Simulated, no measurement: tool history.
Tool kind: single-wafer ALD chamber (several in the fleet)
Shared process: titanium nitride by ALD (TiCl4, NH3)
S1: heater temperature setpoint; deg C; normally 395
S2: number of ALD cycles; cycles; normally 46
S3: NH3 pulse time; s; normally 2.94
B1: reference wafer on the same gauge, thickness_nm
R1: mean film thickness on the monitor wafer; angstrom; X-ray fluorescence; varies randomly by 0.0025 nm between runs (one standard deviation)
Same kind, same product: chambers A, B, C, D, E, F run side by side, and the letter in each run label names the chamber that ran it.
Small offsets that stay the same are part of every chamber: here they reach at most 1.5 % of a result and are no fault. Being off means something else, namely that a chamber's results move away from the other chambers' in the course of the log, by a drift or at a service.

| run | hour | S1 | S2 | S3 | B1 | R1 |
|---|---|---|---|---|---|---|
| 1E | 15.1 | 395 | 46 | 2.94 | 1.1799 | 10.2870 |
| 2B | 25.0 | 395 | 46 | 2.94 | 1.1806 | 10.2920 |
| 3F | 40.0 | 395 | 46 | 2.94 | 1.1806 | 10.1880 |
| 4D | 50.6 | 395 | 46 | 2.94 | 1.1803 | 10.1260 |
| 5A | 60.8 | 395 | 46 | 2.94 | 1.1799 | 10.2870 |
| 6C | 71.4 | 395 | 46 | 2.94 | 1.1795 | 10.2390 |
| 7C | 79.4 | 395 | 46 | 2.94 | 1.1800 | 10.2190 |
| 8A | 93.5 | 395 | 46 | 2.94 | 1.1798 | 10.2590 |
| 9B | 105.4 | 395 | 46 | 2.94 | 1.1795 | 10.3290 |
| 10F | 112.1 | 395 | 46 | 2.94 | 1.1801 | 10.2060 |
| 11D | 125.2 | 395 | 46 | 2.94 | 1.1808 | 10.1390 |
| 12E | 137.4 | 395 | 46 | 2.94 | 1.1806 | 10.2900 |
| 13E | 151.6 | 395 | 46 | 2.94 | 1.1794 | 10.2760 |
| 14F | 162.2 | 395 | 46 | 2.94 | 1.1805 | 10.2000 |
| 15B | 171.6 | 395 | 46 | 2.94 | 1.1799 | 10.2420 |
| 16C | 185.2 | 395 | 46 | 3.53 | 1.1798 | 10.3650 |
| 17A | 197.9 | 395 | 46 | 3.53 | 1.1797 | 10.3780 |
| 18D | 212.1 | 395 | 46 | 3.53 | 1.1799 | 10.2580 |
| 19D | 227.1 | 395 | 46 | 3.53 | 1.1802 | 10.2250 |
| 20A | 235.4 | 395 | 46 | 3.53 | 1.1794 | 10.3670 |
| 21F | 247.0 | 395 | 46 | 3.53 | 1.1799 | 10.2460 |
| 22B | 254.3 | 395 | 46 | 2.94 | 1.1802 | 10.3600 |
| 23E | 267.9 | 386 | 39 | 2.94 | 1.1798 | 8.6854 |
| 24C | 278.2 | 386 | 39 | 2.94 | 1.1797 | 8.6160 |
| 25F | 286.0 | 386 | 39 | 2.94 | 1.1796 | 8.5874 |
| 26D | 297.5 | 386 | 39 | 2.94 | 1.1803 | 8.5590 |
| 27C | 311.2 | 386 | 39 | 2.94 | 1.1800 | 8.6040 |
| 28B | 319.7 | 386 | 39 | 2.94 | 1.1805 | 8.6895 |
| 29E | 326.9 | 395 | 46 | 2.94 | 1.1805 | 10.2830 |
| 30A | 339.3 | 395 | 46 | 2.94 | 1.1798 | 10.2970 |
|  | 349.7 | chamber E: thermocouple changed; heater temperature recalibrated |
| 31A | 352.6 | 402 | 39 | 2.94 | 1.1796 | 8.7799 |
| 32B | 366.4 | 402 | 39 | 2.94 | 1.1801 | 8.7426 |
|  | 374.8 | chamber F: thermocouple changed; heater temperature recalibrated |
| 33C | 381.8 | 402 | 39 | 2.94 | 1.1798 | 8.7039 |
| 34D | 395.9 | 402 | 39 | 2.94 | 1.1801 | 8.6282 |
| 35F | 410.1 | 402 | 39 | 2.94 | 1.1807 | 8.7185 |
| 36E | 416.8 | 402 | 39 | 2.94 | 1.1795 | 8.7942 |

Predict what each chamber gives when all 6 of them run the settings below next.
| 37A | 427.9 | 395 | 46 | 2.37 |  | ? |
| 37B | 427.9 | 395 | 46 | 2.37 |  | ? |
| 37C | 427.9 | 395 | 46 | 2.37 |  | ? |
| 37D | 427.9 | 395 | 46 | 2.37 |  | ? |
| 37E | 427.9 | 395 | 46 | 2.37 |  | ? |
| 37F | 427.9 | 395 | 46 | 2.37 |  | ? |

| run | R1 |
|---|---|
| 37A | 10.2200 |
| 37B | 10.1830 |
| 37C | 10.1800 |
| 37D | 10.1050 |
| 37E | 10.1760 |
| 37F | 10.1220 |

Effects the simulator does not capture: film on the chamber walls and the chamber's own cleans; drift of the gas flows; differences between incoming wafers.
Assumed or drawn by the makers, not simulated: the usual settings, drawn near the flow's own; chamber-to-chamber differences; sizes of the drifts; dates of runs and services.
